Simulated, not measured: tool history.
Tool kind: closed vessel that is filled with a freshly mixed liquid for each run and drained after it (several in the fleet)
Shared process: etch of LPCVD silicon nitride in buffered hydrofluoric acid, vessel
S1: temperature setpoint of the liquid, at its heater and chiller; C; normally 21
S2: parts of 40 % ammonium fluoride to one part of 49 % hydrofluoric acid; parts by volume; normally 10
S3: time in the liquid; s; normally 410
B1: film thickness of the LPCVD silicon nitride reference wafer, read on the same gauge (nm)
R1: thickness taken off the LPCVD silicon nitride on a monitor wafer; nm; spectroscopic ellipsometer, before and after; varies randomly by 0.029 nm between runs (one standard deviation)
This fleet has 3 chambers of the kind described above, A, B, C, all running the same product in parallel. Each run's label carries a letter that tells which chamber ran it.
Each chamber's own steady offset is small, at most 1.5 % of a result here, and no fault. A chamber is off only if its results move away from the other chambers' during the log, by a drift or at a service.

run,hour,S1,S2,S3,B1,R1
1C,7.3,21,10,410,140.01,5.1673
2B,18.8,21,10,410,140.03,5.1540
3A,25.5,21,10,410,139.98,5.2181
4A,32.4,21,10,410,140.00,5.1934
5B,38.8,21,10,410,140.01,5.0760
6C,46.1,21,10,410,140.02,5.2017
7C,53.3,21,13,410,140.00,3.9631
8B,63.6,21,13,410,140.02,3.9398
9A,73.2,21,13,410,140.02,3.9999
10C,83.3,21,10,410,139.98,5.2112
11B,90.6,21,10,410,140.01,5.1353
12A,103.7,21,10,410,139.97,5.1222
13B,115.7,21,10,410,140.01,5.1254
# hour 121.8: chamber A: thermometer replaced
14C,123.6,21,10,410,140.00,5.2023
15A,134.9,21,10,410,140.00,5.1689
16B,140.8,21,10,410,139.99,5.0843
# hour 148.9: chamber B: hydrofluoric acid flow meter replaced
17C,151.0,21,10,410,140.04,5.1374
18A,159.2,21,10,410,139.94,5.1758
19C,167.8,21,10,410,139.99,5.1646
20B,177.5,21,10,410,140.00,5.1576
21A,190.3,21,10,410,139.96,5.2446
22C,200.3,21,10,410,140.05,5.1965
23A,210.2,21,10,410,139.98,5.2119
24B,219.5,21,10,410,139.98,5.1489
25B,230.4,21,10,410,139.97,5.1155
26C,241.2,21,10,410,140.05,5.1649
27A,246.9,21,10,410,140.00,5.2084
28C,259.8,21,10,410,140.01,5.1913
29B,271.3,21,10,410,140.02,5.1887
# hour 282.6: chamber A: hydrofluoric acid flow meter replaced
30A,282.9,21,10,410,140.03,5.1942
31C,293.6,21,10,410,140.00,5.1754
32A,299.9,21,10,410,140.01,5.2136
33B,308.7,21,10,410,139.95,5.1147

All 3 chambers run these settings next. Forecast each chamber's results:
34A,318.3,21,10,230,,?
34B,318.3,21,10,230,,?
34C,318.3,21,10,230,,?

run,R1
34A,2.9021
34B,2.8885
34C,2.8726
